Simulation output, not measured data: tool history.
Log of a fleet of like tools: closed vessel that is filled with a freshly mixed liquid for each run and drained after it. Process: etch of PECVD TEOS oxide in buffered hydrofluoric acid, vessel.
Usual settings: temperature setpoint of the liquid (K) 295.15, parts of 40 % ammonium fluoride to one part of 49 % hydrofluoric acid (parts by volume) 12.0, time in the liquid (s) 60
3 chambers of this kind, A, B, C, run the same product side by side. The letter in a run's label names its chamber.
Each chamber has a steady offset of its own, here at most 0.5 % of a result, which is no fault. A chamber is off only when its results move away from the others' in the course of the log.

run   hour  temperature setpoint of the liquid (K)  parts of 40 % ammonium fluoride to one part of 49 % hydrofluoric acid (parts by volume)  time in the liquid (s)  hours since the thermometer was replaced  hours since the hydrofluoric acid flow meter was replaced  read-back film thickness of the PECVD TEOS oxide reference wafer, read on the same gauge (nm)  thickness taken off the PECVD TEOS oxide on a monitor wafer (nm)
 1B    7.8                                  295.15                                                                                     12.0                      60                                      90.6                                                      372.5                                                                                         39.972                                                            56.387
 2A   16.7                                  295.15                                                                                     12.0                      60                                     865.9                                                      825.6                                                                                         40.018                                                            55.801
 3C   22.1                                  295.15                                                                                     12.0                      60                                    1045.7                                                     1466.8                                                                                         39.994                                                            55.948
      25.5  -- chamber A: hydrofluoric acid flow meter replaced
 4C   29.9                                  295.15                                                                                     12.0                      60                                    1053.5                                                     1474.6                                                                                         39.971                                                            54.830
 5B   36.4                                  295.15                                                                                     12.0                      60                                     119.2                                                      401.1                                                                                         39.992                                                            56.334
 6A   45.3                                  295.15                                                                                     12.0                      60                                     894.5                                                       19.8                                                                                         40.005                                                            55.743
 7B   52.3                                  295.15                                                                                      7.0                      60                                     135.1                                                      417.0                                                                                         39.994                                                            94.452
 8A   56.7                                  295.15                                                                                      7.0                      60                                     905.9                                                       31.2                                                                                         39.970                                                            95.050
 9C   65.1                                  295.15                                                                                      7.0                      60                                    1088.7                                                     1509.8                                                                                         39.979                                                            92.930
10A   71.4                                  295.15                                                                                     12.0                      60                                     920.6                                                       45.9                                                                                         39.996                                                            56.090
11C   80.2                                  299.15                                                                                     12.0                      60                                    1103.8                                                     1524.9                                                                                         39.939                                                            69.851
12B   89.4                                  299.15                                                                                     12.0                      60                                     172.2                                                      454.1                                                                                         40.013                                                            69.441
13C   97.4                                  299.15                                                                                     12.0                      60                                    1121.0                                                     1542.1                                                                                         39.989                                                            68.879
14A  106.5                                  295.15                                                                                     15.5                      60                                     955.7                                                       81.0                                                                                         39.991                                                            42.498
15B  110.7                                  295.15                                                                                     15.5                      60                                     193.5                                                      475.4                                                                                         39.957                                                            44.276
16B  117.7                                  295.15                                                                                     15.5                      60                                     200.5                                                      482.4                                                                                         39.972                                                            44.018
17A  124.7                                  295.15                                                                                     12.0                      60                                     973.9                                                       99.2                                                                                         40.060                                                            54.586
18C  132.8                                  295.15                                                                                     12.0                      60                                    1156.4                                                     1577.5                                                                                         40.014                                                            55.591
19B  142.0                                  295.15                                                                                     12.0                      60                                     224.8                                                      506.7                                                                                         40.037                                                            55.608
20C  150.6                                  295.15                                                                                     12.0                      60                                    1174.2                                                     1595.3                                                                                         40.015                                                            55.846
21A  159.2                                  295.15                                                                                     12.0                      60                                    1008.4                                                      133.7                                                                                         39.996                                                            52.931
22B  167.3                                  295.15                                                                                     12.0                      60                                     250.1                                                      532.0                                                                                         39.979                                                            55.945
23C  173.3                                  295.15                                                                                     12.0                      60                                    1196.9                                                     1618.0                                                                                         40.040                                                            55.529
24A  178.8                                  295.15                                                                                     12.0                      60                                    1028.0                                                      153.3                                                                                         39.960                                                            52.055
25A  184.8                                  295.15                                                                                     12.0                      60                                    1034.0                                                      159.3                                                                                         39.986                                                            52.017
26C  190.1                                  295.15                                                                                     12.0                      60                                    1213.7                                                     1634.8                                                                                         40.000                                                            55.829
27B  197.8                                  295.15                                                                                     12.0                      60                                     280.6                                                      562.5                                                                                         39.981                                                            55.688
28A  205.7                                  295.15                                                                                     12.0                      60                                    1054.9                                                      180.2                                                                                         39.990                                                            51.816
29C  214.8                                  295.15                                                                                     12.0                      60                                    1238.4                                                     1659.5                                                                                         40.008                                                            55.502
30B  218.9                                  295.15                                                                                     12.0                      60                                     301.7                                                      583.6                                                                                         40.011                                                            56.753
31B  225.0                                  295.15                                                                                     12.0                      60                                     307.8                                                      589.7                                                                                         40.041                                                            55.448
32C  231.6                                  292.15                                                                                     15.0                      60                                    1255.2                                                     1676.3                                                                                         40.013                                                            37.928

What goes on in this fleet: one chamber off, a drifting gauge, or nothing beyond the chambers' own small offsets? Name the chamber and the cause, if any.

Chamber A drifts away from the others.
Cause: liquid colder than its thermometer reads (K) = 1.8.
The log may not tell that from: hydrofluoric acid flow below the setpoint (%).

Here are 4 candidates for chamber A's next run, each the usual settings with a change, their results left as question marks. Which one brings its results back in line with what the others give on the usual settings?
In line means no further than this from the other chambers' mean on the usual settings: thickness taken off the PECVD TEOS oxide on a monitor wafer (nm) 1.600
33A-1  238.4                                  295.15                                                                                     12.5                      60                                                                                                                                                                                                                                                                     ?
33A-2  238.4                                  297.15                                                                                     12.0                      60                                                                                                                                                                                                                                                                     ?
33A-3  238.4                                  296.15                                                                                     12.0                      60                                                                                                                                                                                                                                                                     ?
33A-4  238.4                                  293.15                                                                                     12.0                      60                                                                                                                                                                                                                                                                     ?

The other chambers' mean on the usual settings: thickness taken off the PECVD TEOS oxide on a monitor wafer (nm) 56.011
  run  thickness taken off the PECVD TEOS oxide on a monitor wafer (nm)
33A-1                                                            48.479
33A-2                                                            56.442
33A-3                                                            53.400
33A-4                                                            45.099
33A-2 brings the chamber back in line.
